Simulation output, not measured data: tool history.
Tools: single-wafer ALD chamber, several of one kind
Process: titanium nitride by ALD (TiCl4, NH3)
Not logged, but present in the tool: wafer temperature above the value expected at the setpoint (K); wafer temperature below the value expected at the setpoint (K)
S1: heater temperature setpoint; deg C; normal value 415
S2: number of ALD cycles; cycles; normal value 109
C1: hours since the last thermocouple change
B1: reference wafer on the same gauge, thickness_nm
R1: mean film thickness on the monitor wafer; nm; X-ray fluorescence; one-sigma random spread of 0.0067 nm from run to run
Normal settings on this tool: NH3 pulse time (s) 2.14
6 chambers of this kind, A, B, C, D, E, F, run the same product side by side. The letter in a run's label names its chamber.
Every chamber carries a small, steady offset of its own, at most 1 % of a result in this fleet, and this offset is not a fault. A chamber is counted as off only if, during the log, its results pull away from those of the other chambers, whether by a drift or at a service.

Run 1E, day 0.25: usual settings; C1 2009.5; B1 2.8215. Result: R1 2.427 nm.
Run 2B, day 0.729: usual settings; C1 3058.5; B1 2.8198. Result: R1 2.409 nm.
Run 3F, day 0.962: usual settings; C1 376.8; B1 2.8208. Result: R1 2.4375 nm.
Run 4A, day 1.421: usual settings; C1 1729; B1 2.8206. Result: R1 2.425 nm.
Run 5D, day 1.708: usual settings; C1 607.2; B1 2.8218. Result: R1 2.4019 nm.
Run 6C, day 1.933: usual settings; C1 835; B1 2.8194. Result: R1 2.4261 nm.
Run 7C, day 2.175: usual settings; C1 840.8; B1 2.8189. Result: R1 2.4141 nm.
Run 8F, day 2.412: usual settings but S1 422 deg C, S2 88 cycles; C1 411.6; B1 2.8207. Result: R1 1.9621 nm.
Run 9B, day 2.729: usual settings but S1 422 deg C, S2 88 cycles; C1 3106.5; B1 2.8219. Result: R1 1.9477 nm.
Run 10D, day 3.079: usual settings but S1 422 deg C, S2 88 cycles; C1 640.1; B1 2.8211. Result: R1 1.9482 nm.
Run 11E, day 3.512: usual settings but S1 422 deg C, S2 88 cycles; C1 2087.8; B1 2.8206. Result: R1 1.9671 nm.
Run 12A, day 4.004: usual settings but S1 422 deg C, S2 88 cycles; C1 1791; B1 2.8175. Result: R1 1.9516 nm.
Run 13D, day 4.442: usual settings but S1 422 deg C, S2 88 cycles; C1 672.8; B1 2.8193. Result: R1 1.9487 nm.
Run 14A, day 4.867: usual settings; C1 1811.7; B1 2.8208. Result: R1 2.4296 nm.
Run 15B, day 5.325: usual settings; C1 3168.8; B1 2.8191. Result: R1 2.4207 nm.
Run 16F, day 5.738: usual settings but S2 92 cycles, NH3 pulse time (s) 1.61; C1 491.4; B1 2.8214. Result: R1 2.0333 nm.
Run 17C, day 5.962: usual settings but S2 92 cycles, NH3 pulse time (s) 1.61; C1 931.7; B1 2.8216. Result: R1 2.0167 nm.
Run 18E, day 6.175: usual settings but S2 92 cycles, NH3 pulse time (s) 1.61; C1 2151.7; B1 2.8214. Result: R1 2.0358 nm.
Run 19C, day 6.546: usual settings but S2 92 cycles, NH3 pulse time (s) 1.61; C1 945.7; B1 2.8203. Result: R1 1.9998 nm.
Run 20E, day 6.838: usual settings but S2 92 cycles, NH3 pulse time (s) 1.61; C1 2167.6; B1 2.8203. Result: R1 2.0284 nm.
Run 21B, day 7.167: usual settings but S2 92 cycles, NH3 pulse time (s) 1.61; C1 3213; B1 2.8206. Result: R1 2.0225 nm.
At day 7.367: chamber B: thermocouple changed; heater temperature recalibrated.
Run 22F, day 7.433: usual settings; C1 532.1; B1 2.82. Result: R1 2.4264 nm.
Run 23A, day 7.65: usual settings; C1 1878.5; B1 2.8206. Result: R1 2.4185 nm.
Run 24D, day 8.046: usual settings; C1 759.3; B1 2.8205. Result: R1 2.4043 nm.
Run 25F, day 8.3: usual settings; C1 552.9; B1 2.8205. Result: R1 2.4335 nm.
Run 26C, day 8.633: usual settings; C1 995.8; B1 2.8198. Result: R1 2.4192 nm.
Run 27B, day 8.854: usual settings; C1 35.8; B1 2.8199. Result: R1 2.4173 nm.
Run 28E, day 9.262: usual settings; C1 2225.8; B1 2.8187. Result: R1 2.4271 nm.
Run 29D, day 9.692: usual settings; C1 798.8; B1 2.8199. Result: R1 2.4048 nm.
Run 30A, day 10.138: usual settings; C1 1938.2; B1 2.8198. Result: R1 2.4228 nm.
Run 31F, day 10.454: usual settings; C1 604.6; B1 2.8198. Result: R1 2.4361 nm.
Run 32E, day 10.896: usual settings but S2 116 cycles; C1 2265; B1 2.819. Result: R1 2.5985 nm.
Run 33D, day 11.146: usual settings but S2 116 cycles; C1 833.7; B1 2.8201. Result: R1 2.5675 nm.
Run 34C, day 11.412: usual settings but S2 116 cycles; C1 1062.5; B1 2.818. Result: R1 2.5682 nm.
Run 35A, day 11.779: usual settings but S2 116 cycles; C1 1977.6; B1 2.8204. Result: R1 2.5686 nm.
Run 36B, day 12.112: usual settings but S2 116 cycles; C1 114; B1 2.8199. Result: R1 2.5705 nm.
At day 12.158: chamber A: thermocouple changed; heater temperature recalibrated.
At day 12.217: chamber E: thermocouple changed; heater temperature recalibrated.
Run 37D, day 12.404: usual settings but S2 116 cycles; C1 863.9; B1 2.8202. Result: R1 2.5545 nm.
Run 38A, day 12.717: usual settings; C1 13.4; B1 2.8191. Result: R1 2.4203 nm.
Run 39B, day 12.933: usual settings; C1 133.7; B1 2.8199. Result: R1 2.4161 nm.
Run 40C, day 13.217: usual settings; C1 1105.8; B1 2.8207. Result: R1 2.4103 nm.
Run 41E, day 13.442: usual settings but S1 402 deg C, S2 94 cycles; C1 29.4; B1 2.8187. Result: R1 2.0857 nm.
Run 42F, day 13.817: usual settings but S1 402 deg C, S2 94 cycles; C1 685.3; B1 2.8199. Result: R1 2.0952 nm.
Run 43A, day 14.029: usual settings but S1 402 deg C, S2 94 cycles; C1 44.9; B1 2.8177. Result: R1 2.0769 nm.

Has any chamber moved away from the others, gradually or after a service, or does the common gauge drift, or do the chambers differ only by their own small steady offsets? State the chamber and the most likely cause if one applies.

All chambers stay in line apart from their small fixed offsets, and the gauge does not drift.
